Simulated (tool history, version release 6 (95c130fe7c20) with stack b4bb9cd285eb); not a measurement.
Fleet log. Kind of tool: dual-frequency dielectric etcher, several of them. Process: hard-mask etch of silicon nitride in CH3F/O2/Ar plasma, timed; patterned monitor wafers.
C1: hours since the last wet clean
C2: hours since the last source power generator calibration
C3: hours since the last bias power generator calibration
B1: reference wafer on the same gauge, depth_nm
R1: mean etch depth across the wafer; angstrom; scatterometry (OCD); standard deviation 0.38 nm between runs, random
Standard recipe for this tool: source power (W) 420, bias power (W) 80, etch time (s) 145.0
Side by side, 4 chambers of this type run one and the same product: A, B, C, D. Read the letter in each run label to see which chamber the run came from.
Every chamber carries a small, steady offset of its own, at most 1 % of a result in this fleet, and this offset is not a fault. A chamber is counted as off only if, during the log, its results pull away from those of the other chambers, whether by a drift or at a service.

Run 1A, hour 9.3: usual settings; C1 569.7; C2 1901.9; C3 695.7; B1 110.00. Result: R1 1081.30 angstrom.
Run 2D, hour 15.1: usual settings; C1 332.2; C2 456.2; C3 2974.0; B1 109.91. Result: R1 1070.10 angstrom.
Run 3C, hour 20.8: usual settings; C1 277.7; C2 1881.9; C3 521.0; B1 110.01. Result: R1 1064.40 angstrom.
At hour 26.7: chamber A: wet clean of the chamber.
Run 4B, hour 28.6: usual settings; C1 146.0; C2 609.4; C3 2564.2; B1 109.93. Result: R1 1075.70 angstrom.
Run 5D, hour 36.8: usual settings; C1 353.9; C2 477.9; C3 2995.7; B1 110.02. Result: R1 1073.90 angstrom.
Run 6C, hour 42.2: usual settings; C1 299.1; C2 1903.3; C3 542.4; B1 110.06. Result: R1 1066.30 angstrom.
Run 7A, hour 48.5: usual settings; C1 21.8; C2 1941.1; C3 734.9; B1 109.98. Result: R1 1076.10 angstrom.
Run 8B, hour 56.3: usual settings; C1 173.7; C2 637.1; C3 2591.9; B1 109.96. Result: R1 1075.00 angstrom.
Run 9A, hour 63.0: usual settings; C1 36.3; C2 1955.6; C3 749.4; B1 109.99. Result: R1 1080.60 angstrom.
Run 10D, hour 68.9: usual settings but source power (W) 380; C1 386.0; C2 510.0; C3 3027.8; B1 110.06. Result: R1 1027.10 angstrom.
Run 11C, hour 78.7: usual settings but source power (W) 380; C1 335.6; C2 1939.8; C3 578.9; B1 110.01. Result: R1 1028.80 angstrom.
Run 12B, hour 88.1: usual settings but source power (W) 380; C1 205.5; C2 668.9; C3 2623.7; B1 110.01. Result: R1 1030.40 angstrom.
Run 13C, hour 93.6: usual settings but source power (W) 380; C1 350.5; C2 1954.7; C3 593.8; B1 109.94. Result: R1 1022.00 angstrom.
Run 14B, hour 99.7: usual settings; C1 217.1; C2 680.5; C3 2635.3; B1 109.96. Result: R1 1070.80 angstrom.
Run 15A, hour 106.9: usual settings but source power (W) 360, etch time (s) 109.5; C1 80.2; C2 1999.5; C3 793.3; B1 110.01. Result: R1 775.17 angstrom.
Run 16D, hour 115.5: usual settings but source power (W) 360, etch time (s) 109.5; C1 432.6; C2 556.6; C3 3074.4; B1 109.98. Result: R1 758.17 angstrom.
Run 17D, hour 124.6: usual settings but source power (W) 360, etch time (s) 109.5; C1 441.7; C2 565.7; C3 3083.5; B1 109.92. Result: R1 755.89 angstrom.
At hour 125.0: chamber C: wet clean of the chamber.
Run 18A, hour 135.8: usual settings but source power (W) 360, etch time (s) 109.5; C1 109.1; C2 2028.4; C3 822.2; B1 109.89. Result: R1 770.00 angstrom.
Run 19B, hour 144.2: usual settings but source power (W) 470, bias power (W) 91; C1 261.6; C2 725.0; C3 2679.8; B1 109.93. Result: R1 1175.40 angstrom.
Run 20C, hour 155.9: usual settings but source power (W) 470, bias power (W) 91; C1 31.0; C2 2017.0; C3 656.1; B1 110.03. Result: R1 1160.90 angstrom.
Run 21A, hour 168.0: usual settings but source power (W) 470, bias power (W) 91; C1 141.3; C2 2060.6; C3 854.4; B1 109.97. Result: R1 1174.60 angstrom.
Run 22C, hour 176.6: usual settings but source power (W) 470, bias power (W) 91; C1 51.7; C2 2037.7; C3 676.8; B1 110.04. Result: R1 1160.20 angstrom.
Run 23B, hour 188.4: usual settings but source power (W) 340, bias power (W) 93; C1 305.8; C2 769.2; C3 2724.0; B1 110.00. Result: R1 1048.80 angstrom.
Run 24D, hour 196.7: usual settings but source power (W) 340, bias power (W) 93; C1 513.8; C2 637.8; C3 3155.6; B1 109.92. Result: R1 1029.30 angstrom.
Run 25D, hour 205.7: usual settings but source power (W) 340, bias power (W) 93; C1 522.8; C2 646.8; C3 3164.6; B1 110.03. Result: R1 1030.50 angstrom.
Run 26C, hour 212.8: usual settings but source power (W) 340, bias power (W) 93; C1 87.9; C2 2073.9; C3 713.0; B1 109.97. Result: R1 1033.10 angstrom.
Run 27B, hour 224.6: usual settings; C1 342.0; C2 805.4; C3 2760.2; B1 109.94. Result: R1 1072.10 angstrom.
Run 28A, hour 229.8: usual settings; C1 203.1; C2 2122.4; C3 916.2; B1 110.09. Result: R1 1083.50 angstrom.
Run 29C, hour 239.8: usual settings; C1 114.9; C2 2100.9; C3 740.0; B1 109.99. Result: R1 1060.10 angstrom.
Run 30B, hour 251.3: usual settings but bias power (W) 99; C1 368.7; C2 832.1; C3 2786.9; B1 109.98. Result: R1 1158.80 angstrom.
Run 31A, hour 261.1: usual settings but bias power (W) 99; C1 234.4; C2 2153.7; C3 947.5; B1 110.02. Result: R1 1169.90 angstrom.
At hour 262.0: chamber C: source power generator calibrated.
Run 32D, hour 270.2: usual settings but bias power (W) 99; C1 587.3; C2 711.3; C3 3229.1; B1 109.92. Result: R1 1132.00 angstrom.
Run 33D, hour 281.4: usual settings but bias power (W) 99; C1 598.5; C2 722.5; C3 3240.3; B1 110.02. Result: R1 1123.50 angstrom.
Run 34A, hour 286.8: usual settings; C1 260.1; C2 2179.4; C3 973.2; B1 109.97. Result: R1 1079.30 angstrom.
Run 35B, hour 298.0: usual settings; C1 415.4; C2 878.8; C3 2833.6; B1 110.04. Result: R1 1074.20 angstrom.
Run 36C, hour 308.0: usual settings but source power (W) 360; C1 183.1; C2 46.0; C3 808.2; B1 110.00. Result: R1 997.58 angstrom.
Run 37C, hour 316.0: usual settings but source power (W) 360; C1 191.1; C2 54.0; C3 816.2; B1 109.90. Result: R1 1000.30 angstrom.

Next, every chamber runs the same settings. What will each give?
Run 38A, hour 324.6: usual settings but bias power (W) 71. Result: R1 ?.
Run 38B, hour 324.6: usual settings but bias power (W) 71. Result: R1 ?.
Run 38C, hour 324.6: usual settings but bias power (W) 71. Result: R1 ?.
Run 38D, hour 324.6: usual settings but bias power (W) 71. Result: R1 ?.

run       R1
38A  1037.90
38B  1033.20
38C  1015.60
38D   999.39

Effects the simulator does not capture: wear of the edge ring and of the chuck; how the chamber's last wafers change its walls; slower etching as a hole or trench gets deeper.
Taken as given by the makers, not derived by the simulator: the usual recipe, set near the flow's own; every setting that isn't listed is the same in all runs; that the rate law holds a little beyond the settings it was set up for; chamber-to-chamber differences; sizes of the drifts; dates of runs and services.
